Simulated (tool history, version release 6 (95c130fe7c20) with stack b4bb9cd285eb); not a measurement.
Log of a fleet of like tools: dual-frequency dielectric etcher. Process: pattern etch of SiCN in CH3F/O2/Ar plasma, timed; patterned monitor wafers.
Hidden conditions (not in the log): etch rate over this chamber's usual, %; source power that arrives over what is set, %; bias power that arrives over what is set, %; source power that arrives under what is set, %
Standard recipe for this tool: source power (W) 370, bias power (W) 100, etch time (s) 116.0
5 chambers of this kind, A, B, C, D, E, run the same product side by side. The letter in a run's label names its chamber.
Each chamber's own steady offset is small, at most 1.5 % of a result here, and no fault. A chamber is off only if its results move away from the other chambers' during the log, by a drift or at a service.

run	hour	source power (W)	bias power (W)	etch time (s)	hours since the last wet clean	hours since the last source power generator calibration	hours since the last bias power generator calibration	read-back reference wafer on the same gauge, depth_nm	mean etch depth across the wafer (nm)
1A	6.4	370	100	116.0	442.2	1309.3	581.3	43.825	48.341
2D	12.2	370	100	116.0	83.7	1069.9	1826.2	43.831	48.187
3B	15.3	370	100	116.0	131.7	417.8	379.6	43.793	47.972
4E	21.1	370	100	116.0	551.8	663.2	457.9	43.818	48.085
5C	25.8	370	100	116.0	398.1	747.6	744.4	43.816	47.991
6D	31.9	370	100	116.0	103.4	1089.6	1845.9	43.791	48.092
7B	36.4	370	100	116.0	152.8	438.9	400.7	43.815	48.011
8C	40.5	370	100	116.0	412.8	762.3	759.1	43.804	47.918
9E	46.6	370	100	116.0	577.3	688.7	483.4	43.786	47.866
10A	52.5	370	100	116.0	488.3	1355.4	627.4	43.778	48.113
11B	57.9	370	100	116.0	174.3	460.4	422.2	43.815	47.983
12A	63.9	370	100	116.0	499.7	1366.8	638.8	43.791	48.344
13C	70.4	440	100	116.0	442.7	792.2	789.0	43.792	50.949
14E	75.5	440	100	116.0	606.2	717.6	512.3	43.783	51.226
# hour 79.1: chamber C: wet clean of the chamber
15D	81.2	440	100	116.0	152.7	1138.9	1895.2	43.807	51.046
16B	84.4	440	100	116.0	200.8	486.9	448.7	43.800	51.266
17A	89.8	440	100	116.0	525.6	1392.7	664.7	43.781	51.669
18C	95.0	370	100	116.0	16.0	816.8	813.6	43.801	47.922
19E	98.6	370	100	116.0	629.3	740.7	535.4	43.795	48.024
20D	104.0	370	100	116.0	175.5	1161.7	1918.0	43.812	47.961
# hour 106.4: chamber D: bias power generator calibrated
21B	108.7	370	88	136.5	225.1	511.2	473.0	43.802	54.209
22A	115.0	370	88	136.5	550.8	1417.9	689.9	43.790	54.070
23C	119.3	370	88	136.5	40.3	841.1	837.9	43.787	53.837
# hour 119.6: chamber E: wet clean of the chamber
24D	124.8	370	88	136.5	196.3	1182.5	18.4	43.808	53.898
25E	128.4	370	88	136.5	8.9	770.5	565.2	43.809	53.869
26E	134.7	340	100	116.0	15.2	776.8	571.5	43.803	46.558
27D	139.3	340	100	116.0	210.8	1197.0	32.9	43.804	46.568
28A	145.4	340	100	116.0	581.2	1448.3	720.3	43.809	46.543
29C	151.6	340	100	116.0	72.6	873.4	870.2	43.782	46.271
30B	156.5	340	100	116.0	272.9	559.0	520.8	43.823	47.305
31D	162.8	440	117	116.0	234.3	1220.5	56.4	43.809	54.312
32A	168.9	440	117	116.0	604.7	1471.8	743.8	43.808	54.675
33C	175.9	440	117	116.0	96.9	897.7	894.5	43.802	53.910
34E	181.8	440	117	116.0	62.3	823.9	618.6	43.799	54.172
35B	185.0	440	117	116.0	301.4	587.5	549.3	43.782	55.409
36B	191.9	370	100	116.0	308.3	594.4	556.2	43.782	49.092
37A	197.8	290	100	83.5	633.6	1500.7	772.7	43.799	31.700
38E	203.1	290	100	83.5	83.6	845.2	639.9	43.812	31.715
39C	207.6	290	100	83.5	128.6	929.4	926.2	43.788	31.384
40D	213.1	290	100	83.5	284.6	1270.8	106.7	43.785	31.581
41A	216.9	290	100	83.5	652.7	1519.8	791.8	43.798	31.831
42E	223.1	370	100	116.0	103.6	865.2	659.9	43.811	47.880

Each of the 5 chambers runs these same settings next. Fill in every chamber's results:
43A	228.1	370	100	116.0					?
43B	228.1	370	100	116.0					?
43C	228.1	370	100	116.0					?
43D	228.1	370	100	116.0					?
43E	228.1	370	100	116.0					?

run	mean etch depth across the wafer (nm)
43A	48.230
43B	49.511
43C	47.933
43D	48.103
43E	48.165
